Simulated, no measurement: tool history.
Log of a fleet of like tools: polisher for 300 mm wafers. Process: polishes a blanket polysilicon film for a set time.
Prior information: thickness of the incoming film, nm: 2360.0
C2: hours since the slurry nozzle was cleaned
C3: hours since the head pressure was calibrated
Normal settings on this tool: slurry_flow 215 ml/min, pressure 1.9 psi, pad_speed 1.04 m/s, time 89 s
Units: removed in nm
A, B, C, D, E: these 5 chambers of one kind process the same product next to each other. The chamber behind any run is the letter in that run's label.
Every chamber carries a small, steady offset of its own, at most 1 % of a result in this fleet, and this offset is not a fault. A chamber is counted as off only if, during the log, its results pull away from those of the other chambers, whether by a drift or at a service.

At hour 3.8: chamber E: worn pad replaced by a new one.
Run 1E, hour 5: usual settings; wafers polished on this pad 7; C2 195.5; C3 341.9. Result: removed 455.81 nm.
Run 2D, hour 11.1: usual settings; wafers polished on this pad 311; C2 18; C3 367.4. Result: removed 462.24 nm.
At hour 14: chamber B: worn pad replaced by a new one.
Run 3A, hour 17.2: usual settings; wafers polished on this pad 157; C2 52.4; C3 147.3. Result: removed 458.91 nm.
Run 4B, hour 21.8: usual settings; wafers polished on this pad 46; C2 307.7; C3 617.9. Result: removed 459.42 nm.
At hour 30.8: chamber C: worn pad replaced by a new one.
Run 5C, hour 30.9: usual settings; wafers polished on this pad 0; C2 133.2; C3 235.6. Result: removed 450.34 nm.
Run 6B, hour 36: usual settings; wafers polished on this pad 129; C2 321.9; C3 632.1. Result: removed 456.41 nm.
Run 7A, hour 40.6: usual settings; wafers polished on this pad 294; C2 75.8; C3 170.7. Result: removed 456.83 nm.
Run 8E, hour 47.4: usual settings; wafers polished on this pad 255; C2 237.9; C3 384.3. Result: removed 455.37 nm.
Run 9C, hour 57.4: usual settings; wafers polished on this pad 155; C2 159.7; C3 262.1. Result: removed 453 nm.
Run 10D, hour 64.4: usual settings; wafers polished on this pad 623; C2 71.3; C3 420.7. Result: removed 456.84 nm.
Run 11D, hour 71: usual settings; wafers polished on this pad 662; C2 77.9; C3 427.3. Result: removed 456.43 nm.
Run 12A, hour 79.3: usual settings; wafers polished on this pad 521; C2 114.5; C3 209.4. Result: removed 450.79 nm.
Run 13C, hour 85.6: usual settings; wafers polished on this pad 320; C2 187.9; C3 290.3. Result: removed 455.06 nm.
Run 14B, hour 90: usual settings but pad_speed 0.88 m/s, time 103 s; wafers polished on this pad 445; C2 375.9; C3 686.1. Result: removed 449.8 nm.
Run 15E, hour 96.2: usual settings but pad_speed 0.88 m/s, time 103 s; wafers polished on this pad 540; C2 286.7; C3 433.1. Result: removed 446.64 nm.
At hour 100.4: chamber B: slurry nozzle cleaned.
Run 16E, hour 104.3: usual settings but pad_speed 0.88 m/s, time 103 s; wafers polished on this pad 588; C2 294.8; C3 441.2. Result: removed 449.42 nm.
At hour 106.5: chamber E: worn pad replaced by a new one.
Run 17A, hour 111.3: usual settings but pad_speed 0.88 m/s, time 103 s; wafers polished on this pad 708; C2 146.5; C3 241.4. Result: removed 450.32 nm.
Run 18B, hour 118.2: usual settings but pad_speed 0.88 m/s, time 103 s; wafers polished on this pad 610; C2 17.9; C3 714.3. Result: removed 456.87 nm.
Run 19D, hour 126.6: usual settings; wafers polished on this pad 987; C2 133.5; C3 482.9. Result: removed 455.85 nm.
Run 20C, hour 131.5: usual settings; wafers polished on this pad 589; C2 233.8; C3 336.2. Result: removed 462.53 nm.
Run 21E, hour 137.6: usual settings; wafers polished on this pad 182; C2 328.1; C3 474.5. Result: removed 448.55 nm.
Run 22A, hour 145.4: usual settings but pad_speed 0.86 m/s; wafers polished on this pad 907; C2 180.6; C3 275.5. Result: removed 376.19 nm.
At hour 148.5: chamber B: worn pad replaced by a new one.
Run 23C, hour 155.5: usual settings but pad_speed 0.86 m/s; wafers polished on this pad 729; C2 257.8; C3 360.2. Result: removed 377.45 nm.
Run 24D, hour 163: usual settings but pad_speed 0.86 m/s; wafers polished on this pad 1200; C2 169.9; C3 519.3. Result: removed 371.88 nm.
At hour 165.4: chamber C: worn pad replaced by a new one.
Run 25B, hour 169.2: usual settings but pad_speed 0.86 m/s; wafers polished on this pad 121; C2 68.9; C3 765.3. Result: removed 378.49 nm.
Run 26B, hour 178.9: usual settings but pad_speed 0.86 m/s; wafers polished on this pad 178; C2 78.6; C3 775. Result: removed 382.01 nm.
Run 27D, hour 183.7: usual settings; wafers polished on this pad 1321; C2 190.6; C3 540. Result: removed 454.18 nm.
Run 28C, hour 190.7: usual settings; wafers polished on this pad 148; C2 293; C3 395.4. Result: removed 458.66 nm.
Run 29E, hour 197.1: usual settings but slurry_flow 145 ml/min, pressure 1.4 psi; wafers polished on this pad 530; C2 387.6; C3 534. Result: removed 301.78 nm.
Run 30A, hour 204.4: usual settings but slurry_flow 145 ml/min, pressure 1.4 psi; wafers polished on this pad 1252; C2 239.6; C3 334.5. Result: removed 319.3 nm.
At hour 211.3: chamber D: worn pad replaced by a new one.
Run 31B, hour 212.3: usual settings but slurry_flow 145 ml/min, pressure 1.4 psi; wafers polished on this pad 373; C2 112; C3 808.4. Result: removed 320.06 nm.
Run 32D, hour 219.5: usual settings but slurry_flow 145 ml/min, pressure 1.4 psi; wafers polished on this pad 48; C2 226.4; C3 575.8. Result: removed 318.33 nm.
Run 33A, hour 229.6: usual settings but slurry_flow 145 ml/min, pressure 1.4 psi; wafers polished on this pad 1400; C2 264.8; C3 359.7. Result: removed 314.87 nm.

What goes on in this fleet: one chamber off, a drifting gauge, or nothing beyond the chambers' own small offsets? Name the chamber and the cause, if any.

One chamber, E, drifts off from the rest bit by bit.
Most likely cause: slurry flow missing at the pad, % = 32.9.
The log might look much the same if the cause were instead: head's pressure below its setpoint, %.

Chamber E could run next with any of the 4 candidate recipes listed below; each alters the usual settings, and their results appear as question marks. Which one brings its results back in line with what the other chambers deliver on the usual settings?
In-line tolerance around the mean of the other chambers on the usual settings: removed 10 nm
Run 34E-1, hour 236.9: usual settings but time 88 s. Result: removed ?.
Run 34E-2, hour 236.9: usual settings but pad_speed 1.06 m/s, time 92 s. Result: removed ?.
Run 34E-3, hour 236.9: usual settings but time 84 s. Result: removed ?.
Run 34E-4, hour 236.9: usual settings but time 90 s. Result: removed ?.

Other chambers, usual settings, mean: removed 456.09 nm
  run  removed
34E-1   427.66
34E-2    455.6
34E-3   408.22
34E-4   437.38
34E-2 puts the chamber back in line with the other chambers.
